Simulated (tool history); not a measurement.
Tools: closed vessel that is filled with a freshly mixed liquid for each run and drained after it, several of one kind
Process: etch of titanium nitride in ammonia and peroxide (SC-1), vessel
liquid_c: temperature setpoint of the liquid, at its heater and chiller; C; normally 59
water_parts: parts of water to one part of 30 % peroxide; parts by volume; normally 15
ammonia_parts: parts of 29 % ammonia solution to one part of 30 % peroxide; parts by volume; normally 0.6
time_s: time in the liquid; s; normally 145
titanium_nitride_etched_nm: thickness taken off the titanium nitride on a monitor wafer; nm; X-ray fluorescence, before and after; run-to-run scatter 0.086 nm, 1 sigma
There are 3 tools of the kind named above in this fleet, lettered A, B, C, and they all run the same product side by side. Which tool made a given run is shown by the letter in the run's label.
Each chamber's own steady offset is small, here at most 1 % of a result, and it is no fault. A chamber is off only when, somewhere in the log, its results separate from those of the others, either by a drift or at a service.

run	hour	liquid_c	water_parts	ammonia_parts	time_s	hours since the thermometer was replaced	hours since the ammonia flow meter was replaced	hours since the drum of ammonia solution was connected	read-back film thickness of the titanium nitride reference wafer, read on the same gauge (nm)	titanium_nitride_etched_nm
1C	5.0	59	15	0.6	145	1526.2	346.3	366.4	110.02	19.035
2B	13.4	59	15	0.6	145	665.9	493.3	105.5	110.01	19.223
3A	20.5	59	15	0.6	145	273.4	2176.1	30.5	109.98	19.048
4A	25.9	59	15	0.6	145	278.8	2181.5	35.9	110.00	19.056
5C	34.6	59	15	0.6	145	1555.8	375.9	396.0	110.01	18.890
6B	40.3	59	15	0.6	145	692.8	520.2	132.4	110.00	19.054
7C	45.0	59	15	0.6	145	1566.2	386.3	406.4	110.03	19.050
8A	53.3	59	15	0.6	145	306.2	2208.9	63.3	110.02	19.091
9B	59.0	59	15	0.6	145	711.5	538.9	151.1	109.97	18.919
10A	64.2	59	15	0.6	145	317.1	2219.8	74.2	110.00	19.058
11B	73.0	59	15	0.6	145	725.5	552.9	165.1	110.04	19.102
# hour 76.7: chamber A: ammonia flow meter replaced
12C	79.6	59	15	0.6	145	1600.8	420.9	441.0	109.98	18.892
13A	87.2	59	15	0.6	145	340.1	10.6	97.2	110.02	19.079
14C	94.5	59	15	0.6	145	1615.7	435.8	455.9	110.01	19.029
15B	104.9	59	15	0.6	145	757.4	584.8	197.0	110.00	18.644
16A	115.5	51	10	0.6	145	368.4	38.9	125.5	110.01	13.918
17C	125.6	51	10	0.6	145	1646.8	466.9	487.0	110.00	13.461
# hour 127.1: chamber C: new drum of ammonia solution connected
18B	132.9	51	10	0.6	145	785.4	612.8	225.0	110.00	13.165
19C	142.9	59	15	0.6	145	1664.1	484.2	15.8	110.00	19.209
20B	148.9	59	15	0.6	145	801.4	628.8	241.0	109.98	18.284
21A	156.5	59	15	0.6	145	409.4	79.9	166.5	110.04	18.927

What goes on in this fleet: one chamber off, a drifting gauge, or nothing beyond the chambers' own small offsets? Name the chamber and the cause, if any.

One chamber, B, drifts off from the rest bit by bit.
What lies behind it: liquid colder than its thermometer reads (K) = 0.832.

Which of the 4 candidates below, each the usual settings with something changed and its results left as question marks, puts chamber B back in line with what the other chambers give on the usual settings?
In line here means within this much of the mean the other chambers give on the usual settings: titanium_nitride_etched_nm 0.300 nm
22B-1	164.3	59	14.5	0.6	145					?
22B-2	164.3	59	15.5	0.6	145					?
22B-3	164.3	59	15.0	0.8	145					?
22B-4	164.3	59	16.5	0.6	145					?

Average result of the remaining chambers running the usual settings: titanium_nitride_etched_nm 19.042 nm
run	titanium_nitride_etched_nm
22B-1	18.624
22B-2	17.961
22B-3	19.216
22B-4	17.358
22B-3 puts the chamber back in line with the other chambers.
